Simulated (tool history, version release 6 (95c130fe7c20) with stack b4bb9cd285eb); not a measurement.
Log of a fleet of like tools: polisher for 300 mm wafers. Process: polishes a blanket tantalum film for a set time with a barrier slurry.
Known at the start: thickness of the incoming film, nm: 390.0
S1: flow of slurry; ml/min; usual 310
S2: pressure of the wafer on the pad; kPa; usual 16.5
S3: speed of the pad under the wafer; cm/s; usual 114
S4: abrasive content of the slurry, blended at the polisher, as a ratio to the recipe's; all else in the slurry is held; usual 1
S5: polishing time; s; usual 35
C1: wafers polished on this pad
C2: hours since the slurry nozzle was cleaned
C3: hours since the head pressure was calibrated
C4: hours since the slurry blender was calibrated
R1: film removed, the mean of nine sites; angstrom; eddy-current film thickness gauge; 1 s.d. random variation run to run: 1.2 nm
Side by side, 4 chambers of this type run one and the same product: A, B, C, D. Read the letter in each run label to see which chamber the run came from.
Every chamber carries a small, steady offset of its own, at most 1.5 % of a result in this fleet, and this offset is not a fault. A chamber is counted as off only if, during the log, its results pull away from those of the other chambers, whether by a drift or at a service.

run	hour	S1	S2	S3	S4	S5	C1	C2	C3	C4	R1
# hour 7.8: chamber C: slurry blender recalibrated
1A	8.9	310	16.5	114	1	35	670	671.9	226.3	257.7	827.53
# hour 16.3: chamber D: worn pad replaced by a new one
2C	17.5	310	16.5	114	1	35	250	257.3	486.1	9.7	848.02
# hour 18: chamber A: worn pad replaced by a new one
3D	27.8	310	16.5	114	1	35	148	307.1	293.8	289.4	861.45
# hour 30.2: chamber A: slurry nozzle cleaned
# hour 37.9: chamber B: worn pad replaced by a new one
4B	39.2	310	16.5	114	1	35	17	534.1	198.2	92	829.19
5A	47.8	390	16.5	94	1	35	383	17.6	265.2	296.6	699.48
6B	54.2	390	16.5	94	1	35	210	549.1	213.2	107	707.77
7D	64.8	390	16.5	94	1	35	624	344.1	330.8	326.4	712.44
# hour 75.9: chamber A: worn pad replaced by a new one
8C	78.2	390	16.5	94	1	35	1031	318	546.8	70.4	710.86
9B	87.8	310	16.5	114	1	35	643	582.7	246.8	140.6	840.92
# hour 88.5: chamber D: slurry nozzle cleaned
10A	99.1	310	16.5	114	1	35	299	68.9	316.5	347.9	835.89
# hour 109: chamber D: worn pad replaced by a new one
# hour 110.2: chamber C: worn pad replaced by a new one
11D	111.9	310	16.5	114	1	35	37	23.5	377.9	373.5	838.87
# hour 118.3: chamber B: worn pad replaced by a new one
# hour 123.4: chamber C: slurry nozzle cleaned
12C	124.9	310	16.5	114	1	35	189	1.5	593.5	117.1	843.21
# hour 137.2: chamber A: worn pad replaced by a new one
13D	138.4	310	16.5	114	1	35	378	50	404.4	400	845.86
# hour 145.2: chamber D: head pressure recalibrated
14A	152.7	310	16.5	114	1	35	199	122.5	370.1	401.5	831.7
# hour 155.8: chamber A: slurry blender recalibrated
15C	164.6	310	16.5	114	1	35	700	41.2	633.2	156.8	809.6
16B	175	310	16.5	114	1	35	730	669.9	334	227.8	826.43
17D	187.3	310	16.5	114	1	44	1007	98.9	42.1	448.9	1038.2
18C	194.2	310	16.5	114	1	44	1081	70.8	662.8	186.4	1049.3
# hour 198.5: chamber A: worn pad replaced by a new one
19B	206.6	310	16.5	114	1	44	1137	701.5	365.6	259.4	1038.2
# hour 210.7: chamber D: slurry blender recalibrated
# hour 213: chamber D: worn pad replaced by a new one
20A	213.1	310	16.5	114	1	44	188	182.9	430.5	57.4	1058.1
# hour 213.3: chamber B: worn pad replaced by a new one
# hour 217.4: chamber B: slurry blender recalibrated
# hour 221.5: chamber C: worn pad replaced by a new one
21B	224.2	310	16.5	114	1	35	141	719.1	383.2	6.9	846.41
22D	235	310	16.5	114	1	35	284	146.6	89.8	24.4	827.93
23A	242.3	310	16.5	114	1	35	564	212.1	459.7	86.6	834.05
24C	251.3	310	16.5	114	1	35	384	127.9	719.9	243.5	835.95
25D	260.4	310	16.5	114	1	35	611	172	115.2	49.8	851.92
# hour 267.5: chamber A: worn pad replaced by a new one
26C	274.3	310	16.5	114	1	35	680	150.9	742.9	266.5	835.18
# hour 280: chamber A: head pressure recalibrated
27A	284.2	310	16.5	114	1	35	215	254	4.2	128.5	824.46
28B	298.1	310	16.5	114	1	35	1092	793	457.1	80.8	814.56
# hour 299: chamber B: head pressure recalibrated
# hour 300.8: chamber B: worn pad replaced by a new one
29B	307	310	16.5	114	1	35	79	801.9	8.1	89.7	818.4

The same settings go to every chamber for the next run, one line per chamber below. Forecast the results for each:
30A	317.2	310	16.5	114	1	35					?
30B	317.2	310	16.5	114	1	35					?
30C	317.2	310	16.5	114	1	35					?
30D	317.2	310	16.5	114	1	35					?

run	R1
30A	818.42
30B	818.74
30C	837.84
30D	853.16

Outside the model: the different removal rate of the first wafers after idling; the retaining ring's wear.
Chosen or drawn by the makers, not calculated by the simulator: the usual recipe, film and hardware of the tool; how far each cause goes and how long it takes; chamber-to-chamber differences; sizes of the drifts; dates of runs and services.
